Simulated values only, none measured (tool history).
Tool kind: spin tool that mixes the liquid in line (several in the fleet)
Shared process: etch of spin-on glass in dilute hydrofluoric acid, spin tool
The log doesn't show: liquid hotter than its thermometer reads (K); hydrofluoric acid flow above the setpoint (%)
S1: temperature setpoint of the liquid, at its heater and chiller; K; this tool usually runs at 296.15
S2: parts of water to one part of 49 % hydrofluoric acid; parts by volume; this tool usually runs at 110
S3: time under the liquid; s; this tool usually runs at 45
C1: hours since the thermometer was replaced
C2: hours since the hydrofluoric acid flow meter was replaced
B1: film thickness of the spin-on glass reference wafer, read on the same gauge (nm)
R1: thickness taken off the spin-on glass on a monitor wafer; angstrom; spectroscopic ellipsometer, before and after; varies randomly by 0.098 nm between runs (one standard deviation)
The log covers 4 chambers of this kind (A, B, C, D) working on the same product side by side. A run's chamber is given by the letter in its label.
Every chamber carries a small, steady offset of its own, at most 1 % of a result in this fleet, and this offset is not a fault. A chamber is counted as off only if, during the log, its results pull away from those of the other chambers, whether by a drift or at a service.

run,day,S1,S2,S3,C1,C2,B1,R1
1D,0.158,296.15,110,45,664,1493.8,50.029,144.28
2A,0.492,296.15,110,45,558.3,235.7,50.01,144
3B,0.833,296.15,110,45,752.4,1619.6,50.002,141.49
4C,1.133,296.15,110,45,435.3,1896.1,50.023,143.6
5C,1.483,296.15,110,45,443.7,1904.5,50.017,142.2
6D,1.796,296.15,110,45,703.3,1533.1,49.984,142.79
# day 2.133: chamber C: hydrofluoric acid flow meter replaced
7A,2.15,296.15,110,45,598.1,275.5,49.99,141.4
8B,2.483,296.15,110,45,792,1659.2,49.987,142.26
9C,2.771,296.15,110,45,474.6,15.4,50.003,142.34
10D,3.092,296.15,110,45,734.4,1564.2,50.004,142.12
11A,3.25,296.15,110,45,624.5,301.9,50.001,141.44
12B,3.583,296.15,110,45,818.4,1685.6,49.985,141.31
13A,3.779,296.15,110,45,637.2,314.6,49.988,142.21
14C,4.05,296.15,60,65,505.3,46.1,49.999,399.54
15B,4.3,296.15,60,65,835.6,1702.8,49.996,400
16D,4.633,296.15,60,65,771.4,1601.2,50.009,404.17
17D,4.942,296.15,60,65,778.8,1608.6,49.969,404.93
18B,5.154,296.15,110,45,856.1,1723.3,49.976,140.7
19C,5.362,296.15,110,45,536.8,77.6,49.981,143.53
20A,5.542,296.15,110,45,679.5,356.9,49.995,142.3
21B,5.712,296.15,110,45,869.5,1736.7,49.992,142.14
22D,5.921,296.15,110,45,802.3,1632.1,49.992,144.25
23C,6.112,296.15,110,45,554.8,95.6,50.011,143.21
24A,6.342,296.15,110,45,698.7,376.1,49.994,143.94
25C,6.521,296.15,110,45,564.6,105.4,49.99,141.55
26D,6.883,296.15,110,45,825.4,1655.2,49.985,145.34
27B,7.192,296.15,110,45,905,1772.2,50.007,139.07
28A,7.483,296.15,110,45,726.1,403.5,50.002,143.06
29C,7.658,291.65,110,30,591.9,132.7,50.009,79.592
30D,7.962,291.65,110,30,851.3,1681.1,50.009,80.269
31A,8.3,291.65,110,30,745.7,423.1,49.995,79.098

Predict what each chamber gives when all 4 of them run the settings below next.
32A,8.558,296.15,110,60,,,,?
32B,8.558,296.15,110,60,,,,?
32C,8.558,296.15,110,60,,,,?
32D,8.558,296.15,110,60,,,,?

run,R1
32A,189.29
32B,189.28
32C,188.99
32D,193.35
